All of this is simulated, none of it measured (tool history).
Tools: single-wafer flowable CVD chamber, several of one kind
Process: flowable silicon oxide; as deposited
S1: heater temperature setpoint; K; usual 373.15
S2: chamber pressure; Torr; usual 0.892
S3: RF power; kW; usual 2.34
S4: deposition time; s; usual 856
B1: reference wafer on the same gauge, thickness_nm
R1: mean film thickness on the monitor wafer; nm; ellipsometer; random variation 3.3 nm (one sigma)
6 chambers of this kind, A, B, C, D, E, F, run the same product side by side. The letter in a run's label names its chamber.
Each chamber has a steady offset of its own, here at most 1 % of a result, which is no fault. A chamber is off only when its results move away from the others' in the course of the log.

{"run": "1E", "hour": 7.5, "S1": 373.15, "S2": 0.892, "S3": 2.34, "S4": 856, "B1": 494.55, "R1": 613.44}
{"run": "2F", "hour": 12.4, "S1": 373.15, "S2": 0.892, "S3": 2.34, "S4": 856, "B1": 494.29, "R1": 611.69}
{"run": "3C", "hour": 18.5, "S1": 373.15, "S2": 0.892, "S3": 2.34, "S4": 856, "B1": 494.7, "R1": 618.81}
{"run": "4D", "hour": 25.6, "S1": 373.15, "S2": 0.892, "S3": 2.34, "S4": 856, "B1": 494.34, "R1": 615.59}
{"run": "5A", "hour": 33.9, "S1": 373.15, "S2": 0.892, "S3": 2.34, "S4": 856, "B1": 493.77, "R1": 618.44}
{"run": "6B", "hour": 42.0, "S1": 373.15, "S2": 0.892, "S3": 2.34, "S4": 856, "B1": 494.38, "R1": 612.26}
{"run": "7A", "hour": 46.2, "S1": 373.15, "S2": 0.892, "S3": 2.34, "S4": 856, "B1": 493.66, "R1": 615.46}
{"run": "8F", "hour": 52.7, "S1": 373.15, "S2": 0.892, "S3": 2.34, "S4": 856, "B1": 493.44, "R1": 613.91}
{"run": "9B", "hour": 61.2, "S1": 373.15, "S2": 0.892, "S3": 2.34, "S4": 856, "B1": 493.6, "R1": 614.81}
{"run": "10C", "hour": 67.9, "S1": 378.15, "S2": 0.892, "S3": 2.34, "S4": 969, "B1": 493.46, "R1": 585.68}
{"run": "11E", "hour": 74.0, "S1": 378.15, "S2": 0.892, "S3": 2.34, "S4": 969, "B1": 494.21, "R1": 587.84}
{"run": "12D", "hour": 81.9, "S1": 378.15, "S2": 0.892, "S3": 2.34, "S4": 969, "B1": 493.94, "R1": 592.13}
{"run": "13C", "hour": 90.6, "S1": 378.15, "S2": 0.892, "S3": 2.34, "S4": 969, "B1": 493.62, "R1": 586.67}
{"run": "14D", "hour": 98.1, "S1": 378.15, "S2": 0.892, "S3": 2.34, "S4": 969, "B1": 493.49, "R1": 585.04}
{"run": "15A", "hour": 104.6, "S1": 378.15, "S2": 0.892, "S3": 2.34, "S4": 969, "B1": 494.68, "R1": 592.61}
{"run": "16E", "hour": 112.2, "S1": 373.15, "S2": 0.892, "S3": 2.34, "S4": 856, "B1": 494.15, "R1": 612.58}
{"run": "17F", "hour": 120.9, "S1": 373.15, "S2": 0.892, "S3": 2.34, "S4": 856, "B1": 493.99, "R1": 621.46}
{"run": "18B", "hour": 124.9, "S1": 373.15, "S2": 0.892, "S3": 2.34, "S4": 856, "B1": 494.03, "R1": 612.19}
{"run": "19C", "hour": 131.8, "S1": 373.15, "S2": 0.892, "S3": 2.34, "S4": 856, "B1": 493.95, "R1": 620.76}
{"run": "20E", "hour": 139.7, "S1": 373.15, "S2": 0.892, "S3": 2.34, "S4": 856, "B1": 494.42, "R1": 616.2}
{"run": "21D", "hour": 146.5, "S1": 373.15, "S2": 0.892, "S3": 2.615, "S4": 856, "B1": 493.76, "R1": 626.86}
{"run": "22B", "hour": 154.6, "S1": 373.15, "S2": 0.892, "S3": 2.615, "S4": 856, "B1": 493.45, "R1": 619.8}
{"run": "23A", "hour": 160.2, "S1": 373.15, "S2": 0.892, "S3": 2.615, "S4": 856, "B1": 494.11, "R1": 626.76}
{"run": "24F", "hour": 164.1, "S1": 373.15, "S2": 0.892, "S3": 2.615, "S4": 856, "B1": 493.12, "R1": 640.97}
{"run": "25A", "hour": 171.4, "S1": 373.15, "S2": 0.892, "S3": 2.615, "S4": 856, "B1": 494, "R1": 629.37}
{"run": "26F", "hour": 178.5, "S1": 373.15, "S2": 0.892, "S3": 2.615, "S4": 856, "B1": 493.22, "R1": 641.11}
{"run": "27E", "hour": 185.0, "S1": 373.15, "S2": 0.892, "S3": 2.34, "S4": 856, "B1": 494.28, "R1": 616.02}
{"run": "28D", "hour": 189.0, "S1": 373.15, "S2": 0.892, "S3": 2.34, "S4": 856, "B1": 494.53, "R1": 620.92}
{"run": "29B", "hour": 195.2, "S1": 373.15, "S2": 0.892, "S3": 2.34, "S4": 856, "B1": 493.84, "R1": 609.32}
{"run": "30C", "hour": 203.1, "S1": 367.15, "S2": 0.892, "S3": 2.34, "S4": 856, "B1": 494.12, "R1": 741.87}
{"run": "31E", "hour": 207.9, "S1": 367.15, "S2": 0.892, "S3": 2.34, "S4": 856, "B1": 493.73, "R1": 752.67}
{"run": "32C", "hour": 212.2, "S1": 367.15, "S2": 0.892, "S3": 2.34, "S4": 856, "B1": 494.05, "R1": 746.31}
{"run": "33B", "hour": 219.3, "S1": 367.15, "S2": 0.892, "S3": 2.34, "S4": 856, "B1": 494.29, "R1": 748.01}
{"run": "34F", "hour": 223.1, "S1": 367.15, "S2": 0.892, "S3": 2.34, "S4": 856, "B1": 494.29, "R1": 773.53}
{"run": "35A", "hour": 228.6, "S1": 367.15, "S2": 0.892, "S3": 2.34, "S4": 856, "B1": 494.24, "R1": 744.72}
{"run": "36D", "hour": 235.8, "S1": 373.15, "S2": 0.892, "S3": 2.34, "S4": 794, "B1": 494, "R1": 569.3}
{"run": "37E", "hour": 243.0, "S1": 373.15, "S2": 0.892, "S3": 2.34, "S4": 794, "B1": 494.72, "R1": 569.53}
{"run": "38A", "hour": 249.3, "S1": 373.15, "S2": 0.892, "S3": 2.34, "S4": 794, "B1": 493.94, "R1": 569.53}
{"run": "39D", "hour": 256.7, "S1": 373.15, "S2": 0.892, "S3": 2.34, "S4": 794, "B1": 493.85, "R1": 577.64}
{"run": "40B", "hour": 261.3, "S1": 373.15, "S2": 0.892, "S3": 2.34, "S4": 794, "B1": 494.02, "R1": 568.42}
{"run": "41C", "hour": 269.4, "S1": 373.15, "S2": 0.892, "S3": 2.34, "S4": 794, "B1": 493.77, "R1": 569.09}
{"run": "42F", "hour": 274.1, "S1": 373.15, "S2": 0.892, "S3": 2.34, "S4": 856, "B1": 494.24, "R1": 642.51}
{"run": "43A", "hour": 281.5, "S1": 373.15, "S2": 0.892, "S3": 2.34, "S4": 856, "B1": 493.82, "R1": 612.24}

What goes on in this fleet: one chamber off, a drifting gauge, or nothing beyond the chambers' own small offsets? Name the chamber and the cause, if any.

Chamber F drifts away from the others.
Cause: wafer temperature below the value expected at the setpoint (K) = 1.49.
The log may not tell that from: true pressure above the setpoint (%).

Here are 4 candidates for chamber F's next run, each the usual settings with a change, their results left as question marks. Which one brings its results back in line with what the others give on the usual settings?
In line means no further than this from the other chambers' mean on the usual settings: R1 11 nm
{"run": "44F-1", "hour": 287.7, "S1": 373.15, "S2": 0.89, "S3": 2.34, "S4": 856, "R1": "?"}
{"run": "44F-2", "hour": 287.7, "S1": 372.15, "S2": 0.9, "S3": 2.34, "S4": 856, "R1": "?"}
{"run": "44F-3", "hour": 287.7, "S1": 374.15, "S2": 0.884, "S3": 2.34, "S4": 852, "R1": "?"}
{"run": "44F-4", "hour": 287.7, "S1": 373.15, "S2": 0.892, "S3": 2.34, "S4": 858, "R1": "?"}

The other chambers' mean on the usual settings: R1 614.72 nm
run=44F-1 R1=639.97
run=44F-2 R1=670.08
run=44F-3 R1=611.76
run=44F-4 R1=643.23
44F-3 brings the chamber back in line.
